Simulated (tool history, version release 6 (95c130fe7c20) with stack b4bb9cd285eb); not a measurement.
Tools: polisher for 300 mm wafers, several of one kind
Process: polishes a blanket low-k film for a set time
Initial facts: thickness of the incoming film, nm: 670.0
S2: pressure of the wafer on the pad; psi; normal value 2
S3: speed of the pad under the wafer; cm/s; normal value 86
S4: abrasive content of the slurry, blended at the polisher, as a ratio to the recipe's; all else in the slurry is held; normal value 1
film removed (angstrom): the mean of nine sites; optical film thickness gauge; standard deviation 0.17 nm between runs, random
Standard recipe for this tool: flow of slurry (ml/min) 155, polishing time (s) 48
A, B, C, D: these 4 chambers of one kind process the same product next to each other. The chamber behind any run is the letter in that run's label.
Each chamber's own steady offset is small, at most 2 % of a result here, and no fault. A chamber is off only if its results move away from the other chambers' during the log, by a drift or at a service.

Run 1B, day 0.338: usual settings. Result: film removed (angstrom) 190.63.
At day 0.475: chamber B: worn pad replaced by a new one.
Run 2C, day 0.575: usual settings. Result: film removed (angstrom) 188.58.
At day 0.675: chamber D: worn pad replaced by a new one.
At day 0.679: chamber C: worn pad replaced by a new one.
Run 3D, day 0.958: usual settings. Result: film removed (angstrom) 194.68.
Run 4A, day 1.317: usual settings. Result: film removed (angstrom) 191.09.
Run 5A, day 1.733: usual settings. Result: film removed (angstrom) 187.85.
Run 6D, day 2.038: usual settings but S2 1.4 psi. Result: film removed (angstrom) 136.2.
At day 2.325: chamber C: conditioning disc replaced and pad reconditioned.
Run 7B, day 2.442: usual settings but S2 1.4 psi. Result: film removed (angstrom) 134.33.
Run 8C, day 2.654: usual settings but S2 1.4 psi. Result: film removed (angstrom) 136.77.
At day 2.8: chamber D: slurry nozzle cleaned.
Run 9A, day 2.888: usual settings but S2 1.4 psi. Result: film removed (angstrom) 131.39.
Run 10B, day 3.108: usual settings. Result: film removed (angstrom) 189.14.
Run 11C, day 3.446: usual settings. Result: film removed (angstrom) 189.52.
At day 3.504: chamber B: worn pad replaced by a new one.
At day 3.708: chamber D: conditioning disc replaced and pad reconditioned.
At day 3.742: chamber A: worn pad replaced by a new one.
Run 12D, day 3.762: usual settings. Result: film removed (angstrom) 192.17.
At day 4.108: chamber D: worn pad replaced by a new one.
Run 13A, day 4.138: usual settings. Result: film removed (angstrom) 191.5.
Run 14C, day 4.562: usual settings. Result: film removed (angstrom) 191.01.
At day 4.717: chamber C: head pressure recalibrated.
At day 4.829: chamber B: slurry blender recalibrated.
Run 15D, day 4.95: usual settings. Result: film removed (angstrom) 194.79.
At day 4.975: chamber C: worn pad replaced by a new one.
Run 16B, day 5.304: usual settings but S4 1.25. Result: film removed (angstrom) 211.88.
Run 17A, day 5.625: usual settings but S4 1.25. Result: film removed (angstrom) 209.76.
Run 18B, day 5.896: usual settings but S4 1.25. Result: film removed (angstrom) 211.64.
Run 19D, day 6.267: usual settings but S4 1.25. Result: film removed (angstrom) 213.75.
At day 6.362: chamber B: worn pad replaced by a new one.
At day 6.371: chamber B: slurry nozzle cleaned.
Run 20C, day 6.467: usual settings. Result: film removed (angstrom) 169.22.
Run 21A, day 6.742: usual settings. Result: film removed (angstrom) 190.01.
Run 22B, day 7.05: usual settings. Result: film removed (angstrom) 193.18.
Run 23D, day 7.246: usual settings. Result: film removed (angstrom) 190.39.
Run 24C, day 7.65: usual settings. Result: film removed (angstrom) 169.57.
At day 7.804: chamber D: worn pad replaced by a new one.
Run 25D, day 7.946: usual settings but polishing time (s) 56. Result: film removed (angstrom) 223.53.
Run 26B, day 8.225: usual settings but polishing time (s) 56. Result: film removed (angstrom) 221.63.

What goes on in this fleet: one chamber off, a drifting gauge, or nothing beyond the chambers' own small offsets? Name the chamber and the cause, if any.

A service on chamber C put it out of line with the rest.
What lies behind it: head's pressure below its setpoint, % = 9.66.

Below are 4 candidate recipes for chamber C's next run, each the usual settings with a change, their results shown as question marks. Which of them brings C's results back in line with what the other chambers give on the usual settings?
Allowed miss from the other chambers' usual-settings mean, per result, to count as in line: film removed (angstrom) 5.9
Run 27C-1, day 8.538: usual settings but S2 2.1 psi, S3 92 cm/s. Result: film removed (angstrom) ?.
Run 27C-2, day 8.538: usual settings but flow of slurry (ml/min) 150, S3 76 cm/s. Result: film removed (angstrom) ?.
Run 27C-3, day 8.538: usual settings but S2 2.2 psi, S3 94 cm/s. Result: film removed (angstrom) ?.
Run 27C-4, day 8.538: usual settings but S3 72 cm/s, S4 0.95. Result: film removed (angstrom) ?.

Other chambers, usual settings, mean: film removed (angstrom) 191.27
  run  film removed (angstrom)
27C-1                   190.71
27C-2                   155.27
27C-3                    203.1
27C-4                   146.11
27C-1 is the one that brings the chamber's results back in line with the other chambers.
